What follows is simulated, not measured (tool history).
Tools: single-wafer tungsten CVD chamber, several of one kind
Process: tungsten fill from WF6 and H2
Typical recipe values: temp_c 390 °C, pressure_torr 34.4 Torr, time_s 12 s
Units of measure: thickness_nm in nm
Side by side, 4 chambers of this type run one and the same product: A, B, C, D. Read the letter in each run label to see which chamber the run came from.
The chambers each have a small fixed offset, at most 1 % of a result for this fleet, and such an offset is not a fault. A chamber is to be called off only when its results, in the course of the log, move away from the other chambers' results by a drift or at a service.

run   hour  temp_c  pressure_torr  time_s  read-back reference wafer on the same gauge, thickness_nm  thickness_nm
 1A    9.7     390           34.4      12                                                     31.591        30.768
 2D   22.6     390           34.4      12                                                     31.583        30.687
 3C   29.9     390           34.4      12                                                     31.584         30.67
 4B   37.7     390           34.4      12                                                     31.583        30.979
 5B     44     390           34.4      12                                                     31.579        31.052
 6C   57.4     390           34.4      12                                                     31.562        30.688
 7D   71.4     390           34.4      12                                                     31.554         30.67
 8A   83.3     390           34.4      12                                                     31.537        30.681
      90.4  -- chamber D: thermocouple changed; heater temperature recalibrated
 9A   97.1     390           34.4      12                                                      31.52        30.615
10D  104.3     390           34.4      12                                                     31.525        30.722
11C    113     390           34.4      12                                                     31.524        30.532
12B  120.1     390           34.4      12                                                     31.521        30.993
13B  134.3     390           34.4      12                                                     31.496        30.945
14A  145.2     390           34.4      12                                                     31.505        30.633
15D  159.8     380           34.4      12                                                     31.486        25.158
16C  168.5     380           34.4      12                                                     31.498        25.003
17C  180.5     380           34.4      12                                                     31.487        24.998
18B  192.3     380           34.4      12                                                     31.467        25.283
19D  205.4     390           34.4      12                                                     31.461        30.728
20A    219     390           42.6    11.2                                                     31.446        31.596
21B  227.5     390           42.6    11.2                                                     31.455        31.787
22A  237.2     390           42.6    11.2                                                     31.434        31.663
23C  248.4     390           42.6    11.2                                                     31.438         31.36
24D  254.7     390           34.4      12                                                     31.432        30.617
25B  261.9     390           34.4      12                                                     31.423        30.819

Predict what each chamber gives when all 4 of them run the settings below next.
26A  272.4     390           34.4      12                                                                        ?
26B  272.4     390           34.4      12                                                                        ?
26C  272.4     390           34.4      12                                                                        ?
26D  272.4     390           34.4      12                                                                        ?

run  thickness_nm
26A        30.561
26B        30.805
26C        30.562
26D        30.612
